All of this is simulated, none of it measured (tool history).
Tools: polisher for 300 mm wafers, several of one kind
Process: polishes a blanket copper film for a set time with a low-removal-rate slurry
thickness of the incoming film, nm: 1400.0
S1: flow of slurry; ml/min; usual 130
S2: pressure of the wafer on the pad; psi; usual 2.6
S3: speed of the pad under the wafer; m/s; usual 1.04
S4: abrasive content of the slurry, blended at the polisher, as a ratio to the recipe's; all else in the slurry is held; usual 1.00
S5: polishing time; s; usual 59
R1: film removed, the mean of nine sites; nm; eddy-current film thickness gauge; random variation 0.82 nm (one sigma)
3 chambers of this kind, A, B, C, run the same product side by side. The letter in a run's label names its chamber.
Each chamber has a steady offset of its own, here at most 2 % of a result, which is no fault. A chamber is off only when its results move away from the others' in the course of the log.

run   hour   S1   S2    S3    S4  S5       R1
 1B    4.2  130  2.6  1.04  1.00  59  129.370
 2C    8.0  130  2.6  1.04  1.00  59  133.240
 3A   11.8  130  2.6  1.04  1.00  59  132.910
 4C   16.1  130  2.6  1.04  1.00  59  131.660
      16.7  -- chamber A: worn pad replaced by a new one
 5B   23.7  130  3.0  1.04  1.00  59  149.740
      26.4  -- chamber B: slurry blender recalibrated
 6A   31.7  130  3.0  1.04  1.00  59  152.580
 7B   40.0  130  3.0  1.04  1.00  59  150.460
 8A   44.0  130  2.1  1.04  1.25  59  111.370
 9C   50.8  130  2.1  1.04  1.25  59  112.040
10C   56.5  130  2.1  1.04  1.25  59  113.750
      58.5  -- chamber C: slurry nozzle cleaned
11B   64.7  130  2.6  1.04  1.00  59  129.620
12A   71.9  130  2.6  1.04  1.00  59  133.790
      76.8  -- chamber A: slurry blender recalibrated
13A   80.3  130  2.6  1.04  1.00  59  134.030
14B   88.1  130  2.6  1.04  1.00  59  130.670
15C   93.2  130  2.6  1.04  1.00  59  131.440
16C   97.2  150  2.6  1.04  1.00  59  135.920
17B  105.3  150  2.6  1.04  1.00  59  133.840
     106.0  -- chamber C: head pressure recalibrated
18A  112.5  150  2.6  1.04  1.00  59  136.790
     114.2  -- chamber A: worn pad replaced by a new one
19B  121.0  130  2.6  1.04  1.00  59  130.480
     126.5  -- chamber C: worn pad replaced by a new one
     126.8  -- chamber B: worn pad replaced by a new one
20A  129.4  130  2.6  1.04  1.00  39   87.569
21C  136.8  130  2.6  1.04  1.00  39   87.982
22C  140.9  130  2.6  1.04  1.00  39   88.084
23B  148.2  130  3.1  1.04  1.00  59  156.750
24A  152.1  130  3.1  1.04  1.00  59  157.810
     157.5  -- chamber B: head pressure recalibrated
25B  157.8  130  3.1  1.04  1.00  59  142.950
26A  163.1  130  2.6  1.04  1.00  59  132.340
27C  166.9  130  2.6  1.04  1.00  59  131.410
     171.1  -- chamber A: slurry nozzle cleaned
28B  171.8  130  2.6  1.04  1.00  59  118.500
29A  176.1  130  2.6  1.04  1.00  59  133.240
30C  184.0  130  2.6  1.04  1.00  59  134.190
31B  189.4  130  2.6  1.04  1.00  59  119.360
32A  196.3  130  2.6  1.04  0.85  42   91.704
33C  203.6  130  2.6  1.04  0.85  42   91.993
     206.8  -- chamber A: worn pad replaced by a new one
34B  211.3  130  2.6  1.04  0.85  42   82.518
35C  217.8   90  2.6  1.04  1.00  59  121.170
36A  222.6   90  2.6  1.04  1.00  59  121.350
37C  228.6   90  2.6  1.04  1.00  59  119.510
38B  236.2  130  2.6  1.04  1.00  59  120.330
39A  242.5  130  2.6  1.04  1.00  59  132.820

All 3 chambers run these settings next. Forecast each chamber's results:
40A  248.7  130  2.3  1.04  1.00  59   ?
40B  248.7  130  2.3  1.04  1.00  59   ?
40C  248.7  130  2.3  1.04  1.00  59   ?

run       R1
40A  118.090
40B  106.160
40C  117.130

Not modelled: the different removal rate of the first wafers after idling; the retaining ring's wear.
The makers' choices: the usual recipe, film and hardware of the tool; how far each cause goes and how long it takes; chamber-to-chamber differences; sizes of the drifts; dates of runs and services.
